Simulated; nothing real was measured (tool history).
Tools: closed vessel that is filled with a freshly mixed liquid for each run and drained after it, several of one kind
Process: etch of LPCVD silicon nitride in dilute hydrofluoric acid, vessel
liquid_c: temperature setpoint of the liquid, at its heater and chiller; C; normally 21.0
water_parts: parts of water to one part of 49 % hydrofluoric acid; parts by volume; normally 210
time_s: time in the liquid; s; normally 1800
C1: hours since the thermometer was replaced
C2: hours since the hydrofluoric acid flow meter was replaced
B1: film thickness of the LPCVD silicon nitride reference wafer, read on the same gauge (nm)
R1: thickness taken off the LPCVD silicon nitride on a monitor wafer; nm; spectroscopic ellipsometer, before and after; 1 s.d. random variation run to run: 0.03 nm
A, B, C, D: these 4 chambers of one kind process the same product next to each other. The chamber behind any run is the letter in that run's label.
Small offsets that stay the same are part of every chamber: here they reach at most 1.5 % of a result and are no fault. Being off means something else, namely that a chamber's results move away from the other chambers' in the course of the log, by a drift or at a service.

Run 1D, hour 6.1: usual settings; C1 404.5; C2 1779.3; B1 120.02. Result: R1 3.5157 nm.
Run 2B, hour 11.6: usual settings; C1 154.8; C2 495.5; B1 119.98. Result: R1 3.5021 nm.
Run 3C, hour 15.2: usual settings; C1 504.9; C2 82.2; B1 119.97. Result: R1 3.5237 nm.
Run 4A, hour 19.8: usual settings; C1 1223.8; C2 1467.8; B1 119.99. Result: R1 3.4727 nm.
Run 5A, hour 26.5: usual settings; C1 1230.5; C2 1474.5; B1 120.02. Result: R1 3.4353 nm.
Run 6B, hour 30.2: usual settings but liquid_c 17.5 C; C1 173.4; C2 514.1; B1 120.00. Result: R1 2.8013 nm.
Run 7C, hour 34.2: usual settings but liquid_c 17.5 C; C1 523.9; C2 101.2; B1 119.97. Result: R1 2.7860 nm.
Run 8D, hour 37.6: usual settings but liquid_c 17.5 C; C1 436.0; C2 1810.8; B1 120.00. Result: R1 2.7366 nm.
Run 9B, hour 41.9: usual settings but liquid_c 17.5 C; C1 185.1; C2 525.8; B1 120.01. Result: R1 2.8383 nm.
Run 10A, hour 47.4: usual settings; C1 1251.4; C2 1495.4; B1 120.01. Result: R1 3.3735 nm.
Run 11C, hour 50.6: usual settings; C1 540.3; C2 117.6; B1 119.99. Result: R1 3.5156 nm.
Run 12D, hour 56.0: usual settings; C1 454.4; C2 1829.2; B1 120.01. Result: R1 3.5460 nm.
Run 13A, hour 60.4: usual settings; C1 1264.4; C2 1508.4; B1 120.01. Result: R1 3.3653 nm.
Run 14B, hour 64.3: usual settings; C1 207.5; C2 548.2; B1 119.97. Result: R1 3.5126 nm.
Run 15D, hour 70.5: usual settings; C1 468.9; C2 1843.7; B1 120.00. Result: R1 3.4491 nm.
Run 16C, hour 73.6: usual settings; C1 563.3; C2 140.6; B1 120.01. Result: R1 3.5094 nm.
Run 17C, hour 80.1: usual settings; C1 569.8; C2 147.1; B1 119.99. Result: R1 3.4970 nm.
Run 18B, hour 83.2: usual settings but water_parts 140 parts by volume; C1 226.4; C2 567.1; B1 120.03. Result: R1 5.1379 nm.
At hour 84.9: chamber A: hydrofluoric acid flow meter replaced.
Run 19A, hour 88.5: usual settings but water_parts 140 parts by volume; C1 1292.5; C2 3.7; B1 120.03. Result: R1 4.9631 nm.
Run 20D, hour 95.3: usual settings but water_parts 140 parts by volume; C1 493.7; C2 1868.5; B1 120.01. Result: R1 5.2546 nm.
Run 21D, hour 100.1: usual settings but water_parts 140 parts by volume; C1 498.5; C2 1873.3; B1 120.01. Result: R1 5.1489 nm.
Run 22C, hour 104.8: usual settings; C1 594.5; C2 171.8; B1 120.01. Result: R1 3.5309 nm.
Run 23B, hour 108.9: usual settings; C1 252.1; C2 592.8; B1 120.04. Result: R1 3.5785 nm.
Run 24A, hour 115.1: usual settings; C1 1319.1; C2 30.3; B1 120.02. Result: R1 3.3019 nm.

Predict what each chamber gives when all 4 of them run the settings below next.
Run 25A, hour 119.9: usual settings but liquid_c 22.5 C. Result: R1 ?.
Run 25B, hour 119.9: usual settings but liquid_c 22.5 C. Result: R1 ?.
Run 25C, hour 119.9: usual settings but liquid_c 22.5 C. Result: R1 ?.
Run 25D, hour 119.9: usual settings but liquid_c 22.5 C. Result: R1 ?.

run      R1
25A  3.5473
25B  3.8426
25C  3.8345
25D  3.8970
